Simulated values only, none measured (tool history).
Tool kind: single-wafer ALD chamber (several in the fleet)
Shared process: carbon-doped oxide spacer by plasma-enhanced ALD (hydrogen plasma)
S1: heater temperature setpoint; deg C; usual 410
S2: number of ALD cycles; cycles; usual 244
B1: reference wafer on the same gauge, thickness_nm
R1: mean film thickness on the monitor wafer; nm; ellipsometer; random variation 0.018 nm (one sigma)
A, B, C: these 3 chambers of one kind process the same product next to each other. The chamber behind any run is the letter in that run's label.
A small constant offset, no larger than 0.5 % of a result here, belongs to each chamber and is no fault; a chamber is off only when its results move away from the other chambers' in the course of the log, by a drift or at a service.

run	hour	S1	S2	B1	R1
1C	11.2	410	244	11.399	11.906
2A	20.1	410	244	11.407	11.799
3B	32.3	410	244	11.407	11.897
4A	44.0	410	244	11.406	11.772
5C	53.5	410	244	11.411	11.878
6B	63.1	410	244	11.412	11.873
7C	76.5	410	244	11.414	11.882
8B	86.5	410	244	11.419	11.907
9A	100.0	410	244	11.423	11.827
10B	111.7	410	244	11.425	11.890
11C	118.4	410	244	11.422	11.931
12A	131.0	410	244	11.421	11.822
13C	137.3	410	244	11.428	11.938
14A	148.0	410	244	11.430	11.845
15B	162.1	410	244	11.432	11.949
16A	174.7	410	244	11.432	11.846
17C	181.1	410	244	11.438	11.909
18B	187.8	410	244	11.436	11.925
19B	199.5	410	244	11.440	11.902
20A	209.6	410	244	11.436	11.884
21C	218.9	401	260	11.445	13.086
# hour 222.2: chamber B: thermocouple changed; heater temperature recalibrated
22B	228.9	401	260	11.445	13.090
23A	237.4	401	260	11.447	13.010
24C	250.1	415	226	11.447	10.897
25A	259.7	415	226	11.453	10.774
26C	267.8	415	226	11.451	10.874
27B	274.7	410	244	11.457	11.937
28B	284.4	410	244	11.454	11.950
29C	294.0	410	244	11.458	11.958
30A	300.8	410	244	11.462	11.867
31A	311.6	410	244	11.459	11.857
32B	325.8	396	244	11.464	12.330
33C	334.8	396	244	11.463	12.332
34A	343.6	396	244	11.464	12.226
35C	350.1	410	244	11.473	11.977
36B	356.6	410	244	11.474	11.956

Each of the 3 chambers runs these same settings next. Fill in every chamber's results:
37A	366.9	410	290		?
37B	366.9	410	290		?
37C	366.9	410	290		?

run	R1
37A	14.060
37B	14.219
37C	14.268
